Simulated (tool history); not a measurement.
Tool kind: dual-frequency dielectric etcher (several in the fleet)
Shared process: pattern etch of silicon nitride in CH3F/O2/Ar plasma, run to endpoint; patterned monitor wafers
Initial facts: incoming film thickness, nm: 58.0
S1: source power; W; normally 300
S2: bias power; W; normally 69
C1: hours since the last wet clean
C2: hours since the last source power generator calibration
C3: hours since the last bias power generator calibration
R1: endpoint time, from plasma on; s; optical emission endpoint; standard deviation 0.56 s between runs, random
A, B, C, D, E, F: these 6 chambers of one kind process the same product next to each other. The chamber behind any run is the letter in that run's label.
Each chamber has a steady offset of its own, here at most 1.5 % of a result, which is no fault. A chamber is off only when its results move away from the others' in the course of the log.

run 1A hour=5.2 | S1=300 S2=69 | C1=235.8 C2=2717.8 C3=3006.3 | R1=94.949
run 2E hour=9.8 | S1=300 S2=69 | C1=115.2 C2=40.2 C3=3022.1 | R1=94.686
run 3C hour=14.5 | S1=300 S2=69 | C1=420.1 C2=1632.7 C3=2697.6 | R1=94.328
run 4D hour=23.8 | S1=300 S2=69 | C1=90.3 C2=2763.7 C3=2047 | R1=95.617
run 5B hour=33.4 | S1=300 S2=69 | C1=120.2 C2=214.3 C3=1732.1 | R1=95.633
run 6F hour=39.6 | S1=300 S2=69 | C1=148.2 C2=1273.7 C3=1487.5 | R1=95.038
run 7C hour=49 | S1=300 S2=69 | C1=454.6 C2=1667.2 C3=2732.1 | R1=95.521
-- hour=52 chamber C: wet clean of the chamber
run 8D hour=57.7 | S1=300 S2=69 | C1=124.2 C2=2797.6 C3=2080.9 | R1=96.316
run 9B hour=64.6 | S1=300 S2=69 | C1=151.4 C2=245.5 C3=1763.3 | R1=96.296
run 10A hour=74 | S1=300 S2=69 | C1=304.6 C2=2786.6 C3=3075.1 | R1=95.777
run 11F hour=81.9 | S1=300 S2=69 | C1=190.5 C2=1316 C3=1529.8 | R1=95.878
run 12E hour=90.8 | S1=300 S2=69 | C1=196.2 C2=121.2 C3=3103.1 | R1=94.554
run 13E hour=100.3 | S1=300 S2=69 | C1=205.7 C2=130.7 C3=3112.6 | R1=95.382
run 14F hour=106.6 | S1=300 S2=69 | C1=215.2 C2=1340.7 C3=1554.5 | R1=94.267
run 15C hour=113.2 | S1=300 S2=69 | C1=61.3 C2=1731.4 C3=2796.3 | R1=95.859
run 16D hour=117.5 | S1=300 S2=69 | C1=184 C2=2857.4 C3=2140.7 | R1=96.038
run 17B hour=125.8 | S1=300 S2=69 | C1=212.6 C2=306.7 C3=1824.5 | R1=96.416
run 18A hour=132.8 | S1=300 S2=69 | C1=363.4 C2=2845.4 C3=3133.9 | R1=94.753
run 19C hour=141.2 | S1=300 S2=69 | C1=89.3 C2=1759.4 C3=2824.3 | R1=95.02
run 20B hour=149.7 | S1=300 S2=69 | C1=236.5 C2=330.6 C3=1848.4 | R1=95.505
run 21E hour=154.6 | S1=250 S2=78 | C1=260 C2=185 C3=3166.9 | R1=96.43
-- hour=155.2 chamber F: bias power generator calibrated
run 22D hour=162.1 | S1=250 S2=78 | C1=228.6 C2=2902 C3=2185.3 | R1=98.543
-- hour=170 chamber A: wet clean of the chamber
run 23F hour=170.7 | S1=250 S2=78 | C1=279.3 C2=1404.8 C3=15.5 | R1=97.076
run 24A hour=177.5 | S1=250 S2=78 | C1=7.6 C2=2890.1 C3=3178.6 | R1=97.219
run 25C hour=184.4 | S1=250 S2=78 | C1=132.5 C2=1802.6 C3=2867.5 | R1=97.689
run 26E hour=191.7 | S1=250 S2=78 | C1=297.1 C2=222.1 C3=3204 | R1=97.398
run 27A hour=197.4 | S1=300 S2=69 | C1=27.5 C2=2910 C3=3198.5 | R1=96.416
run 28F hour=202.5 | S1=300 S2=69 | C1=311.1 C2=1436.6 C3=47.3 | R1=95.139
-- hour=205.5 chamber E: wet clean of the chamber
run 29D hour=207.5 | S1=300 S2=69 | C1=274 C2=2947.4 C3=2230.7 | R1=96.582
run 30B hour=213 | S1=300 S2=69 | C1=299.8 C2=393.9 C3=1911.7 | R1=95.984
-- hour=217.6 chamber F: wet clean of the chamber
run 31D hour=218.9 | S1=300 S2=69 | C1=285.4 C2=2958.8 C3=2242.1 | R1=96.117
run 32C hour=223.4 | S1=300 S2=69 | C1=171.5 C2=1841.6 C3=2906.5 | R1=94.866
run 33F hour=232.8 | S1=300 S2=69 | C1=15.3 C2=1466.9 C3=77.6 | R1=94.815
run 34E hour=241.9 | S1=300 S2=69 | C1=36.4 C2=272.3 C3=3254.2 | R1=94.611
run 35B hour=249.5 | S1=300 S2=69 | C1=336.3 C2=430.4 C3=1948.2 | R1=96.044
run 36A hour=255.2 | S1=300 S2=69 | C1=85.3 C2=2967.8 C3=3256.3 | R1=95.339
run 37A hour=264.4 | S1=300 S2=69 | C1=94.5 C2=2977 C3=3265.5 | R1=95.881
run 38D hour=273.7 | S1=300 S2=69 | C1=340.2 C2=3013.6 C3=2296.9 | R1=97.645
run 39E hour=283 | S1=300 S2=69 | C1=77.5 C2=313.4 C3=3295.3 | R1=94.169
run 40B hour=290.3 | S1=300 S2=69 | C1=377.1 C2=471.2 C3=1989 | R1=96.497
run 41F hour=296.9 | S1=300 S2=69 | C1=79.4 C2=1531 C3=141.7 | R1=94.849

One chamber off, gauge drift, or nothing amiss beyond the chambers' own small offsets? If it is a chamber, which one, and what is the likeliest cause?

No chamber stands off beyond its own small offset, and the gauge holds steady.
